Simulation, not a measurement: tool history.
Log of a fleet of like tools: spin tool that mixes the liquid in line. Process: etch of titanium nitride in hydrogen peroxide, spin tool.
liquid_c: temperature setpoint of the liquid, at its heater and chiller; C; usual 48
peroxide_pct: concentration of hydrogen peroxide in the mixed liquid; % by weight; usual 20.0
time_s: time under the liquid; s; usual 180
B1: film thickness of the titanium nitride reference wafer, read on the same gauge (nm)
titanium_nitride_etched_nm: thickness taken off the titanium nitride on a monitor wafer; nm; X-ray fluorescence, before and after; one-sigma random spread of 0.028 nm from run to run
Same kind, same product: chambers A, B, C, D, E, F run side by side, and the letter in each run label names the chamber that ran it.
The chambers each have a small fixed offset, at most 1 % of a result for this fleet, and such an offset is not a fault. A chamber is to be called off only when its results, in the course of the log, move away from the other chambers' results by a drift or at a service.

Run 1A, hour 13.4: usual settings; B1 39.994. Result: titanium_nitride_etched_nm 4.4804 nm.
At hour 22.4: chamber E: thermometer replaced.
Run 2F, hour 26.6: usual settings; B1 40.006. Result: titanium_nitride_etched_nm 4.5329 nm.
Run 3D, hour 37.1: usual settings; B1 39.978. Result: titanium_nitride_etched_nm 4.4524 nm.
Run 4C, hour 50.9: usual settings; B1 40.005. Result: titanium_nitride_etched_nm 4.4187 nm.
At hour 55.3: chamber A: thermometer replaced.
Run 5B, hour 58.3: usual settings; B1 40.003. Result: titanium_nitride_etched_nm 4.5447 nm.
Run 6E, hour 68.6: usual settings; B1 40.008. Result: titanium_nitride_etched_nm 4.5092 nm.
Run 7D, hour 76.9: usual settings; B1 39.990. Result: titanium_nitride_etched_nm 4.4696 nm.
Run 8E, hour 84.9: usual settings; B1 40.004. Result: titanium_nitride_etched_nm 4.4789 nm.
Run 9C, hour 97.1: usual settings; B1 40.000. Result: titanium_nitride_etched_nm 4.4280 nm.
Run 10B, hour 109.9: usual settings but liquid_c 40 C, time_s 130 s; B1 40.004. Result: titanium_nitride_etched_nm 1.8002 nm.
Run 11A, hour 116.7: usual settings but liquid_c 40 C, time_s 130 s; B1 40.020. Result: titanium_nitride_etched_nm 1.7944 nm.
Run 12F, hour 125.9: usual settings but liquid_c 40 C, time_s 130 s; B1 39.991. Result: titanium_nitride_etched_nm 1.7871 nm.
At hour 128.7: chamber A: new drum of peroxide connected.
At hour 135.7: chamber C: peroxide flow meter replaced.
Run 13C, hour 136.6: usual settings but liquid_c 40 C, time_s 130 s; B1 39.984. Result: titanium_nitride_etched_nm 1.7532 nm.
Run 14B, hour 150.4: usual settings but liquid_c 40 C, time_s 130 s; B1 40.016. Result: titanium_nitride_etched_nm 1.7872 nm.
At hour 157.6: chamber D: peroxide flow meter replaced.
Run 15E, hour 158.4: usual settings but liquid_c 40 C, time_s 130 s; B1 40.000. Result: titanium_nitride_etched_nm 1.7581 nm.
At hour 163.8: chamber F: peroxide flow meter replaced.
Run 16A, hour 165.1: usual settings; B1 40.011. Result: titanium_nitride_etched_nm 4.4935 nm.
Run 17D, hour 178.7: usual settings; B1 40.007. Result: titanium_nitride_etched_nm 4.3642 nm.
Run 18F, hour 188.6: usual settings; B1 39.994. Result: titanium_nitride_etched_nm 4.5550 nm.
Run 19A, hour 198.2: usual settings; B1 40.015. Result: titanium_nitride_etched_nm 4.4921 nm.
Run 20E, hour 210.8: usual settings; B1 39.972. Result: titanium_nitride_etched_nm 4.5077 nm.
Run 21D, hour 218.5: usual settings; B1 40.018. Result: titanium_nitride_etched_nm 4.3677 nm.
At hour 225.3: chamber C: new drum of peroxide connected.
Run 22F, hour 226.2: usual settings; B1 39.987. Result: titanium_nitride_etched_nm 4.4906 nm.
At hour 234.7: chamber F: new drum of peroxide connected.
Run 23B, hour 237.4: usual settings; B1 40.019. Result: titanium_nitride_etched_nm 4.5206 nm.
Run 24C, hour 243.9: usual settings; B1 40.008. Result: titanium_nitride_etched_nm 4.4321 nm.
Run 25F, hour 256.4: usual settings but liquid_c 54 C, peroxide_pct 24.5 % by weight; B1 40.005. Result: titanium_nitride_etched_nm 7.3203 nm.
Run 26E, hour 264.4: usual settings but liquid_c 54 C, peroxide_pct 24.5 % by weight; B1 40.002. Result: titanium_nitride_etched_nm 7.2465 nm.
Run 27A, hour 271.3: usual settings but liquid_c 54 C, peroxide_pct 24.5 % by weight; B1 40.002. Result: titanium_nitride_etched_nm 7.1622 nm.
Run 28D, hour 283.1: usual settings but liquid_c 54 C, peroxide_pct 24.5 % by weight; B1 39.994. Result: titanium_nitride_etched_nm 6.9109 nm.
Run 29B, hour 295.7: usual settings but liquid_c 54 C, peroxide_pct 24.5 % by weight; B1 40.019. Result: titanium_nitride_etched_nm 7.2265 nm.
Run 30C, hour 309.4: usual settings but liquid_c 54 C, peroxide_pct 24.5 % by weight; B1 40.010. Result: titanium_nitride_etched_nm 7.1299 nm.
Run 31C, hour 317.2: usual settings; B1 40.000. Result: titanium_nitride_etched_nm 4.5010 nm.
Run 32B, hour 331.5: usual settings; B1 39.998. Result: titanium_nitride_etched_nm 4.4800 nm.
Run 33E, hour 345.4: usual settings but peroxide_pct 22.0 % by weight; B1 40.005. Result: titanium_nitride_etched_nm 4.5682 nm.
Run 34A, hour 359.2: usual settings but peroxide_pct 22.0 % by weight; B1 39.996. Result: titanium_nitride_etched_nm 4.5924 nm.
Run 35D, hour 367.7: usual settings but peroxide_pct 22.0 % by weight; B1 40.000. Result: titanium_nitride_etched_nm 4.3192 nm.
Run 36F, hour 380.6: usual settings but peroxide_pct 22.0 % by weight; B1 39.979. Result: titanium_nitride_etched_nm 4.6206 nm.
At hour 383.9: chamber D: new drum of peroxide connected.
Run 37D, hour 389.3: usual settings but peroxide_pct 22.0 % by weight; B1 40.002. Result: titanium_nitride_etched_nm 4.2841 nm.

What goes on in this fleet: one chamber off, a drifting gauge, or nothing beyond the chambers' own small offsets? Name the chamber and the cause, if any.

Chamber D drifts away from the others.
Likeliest cause: liquid colder than its thermometer reads (K) = 0.928.
The log may not tell that from: temperature lost on the way to the wafer (K).

Below are 4 candidate recipes for chamber D's next run, each the usual settings with a change, their results shown as question marks. Which of them brings D's results back in line with what the other chambers give on the usual settings?
In-line tolerance around the mean of the other chambers on the usual settings: titanium_nitride_etched_nm 0.0960 nm
Run 38D-1, hour 399.8: usual settings but time_s 185 s. Result: titanium_nitride_etched_nm ?.
Run 38D-2, hour 399.8: usual settings but liquid_c 47.5 C, time_s 175 s. Result: titanium_nitride_etched_nm ?.
Run 38D-3, hour 399.8: usual settings but time_s 175 s. Result: titanium_nitride_etched_nm ?.
Run 38D-4, hour 399.8: usual settings but liquid_c 49.0 C. Result: titanium_nitride_etched_nm ?.

Average result of the remaining chambers running the usual settings: titanium_nitride_etched_nm 4.4850 nm
  run  titanium_nitride_etched_nm
38D-1                      4.3039
38D-2                      3.9240
38D-3                      4.0712
38D-4                      4.5062
38D-4 brings the chamber back in line.
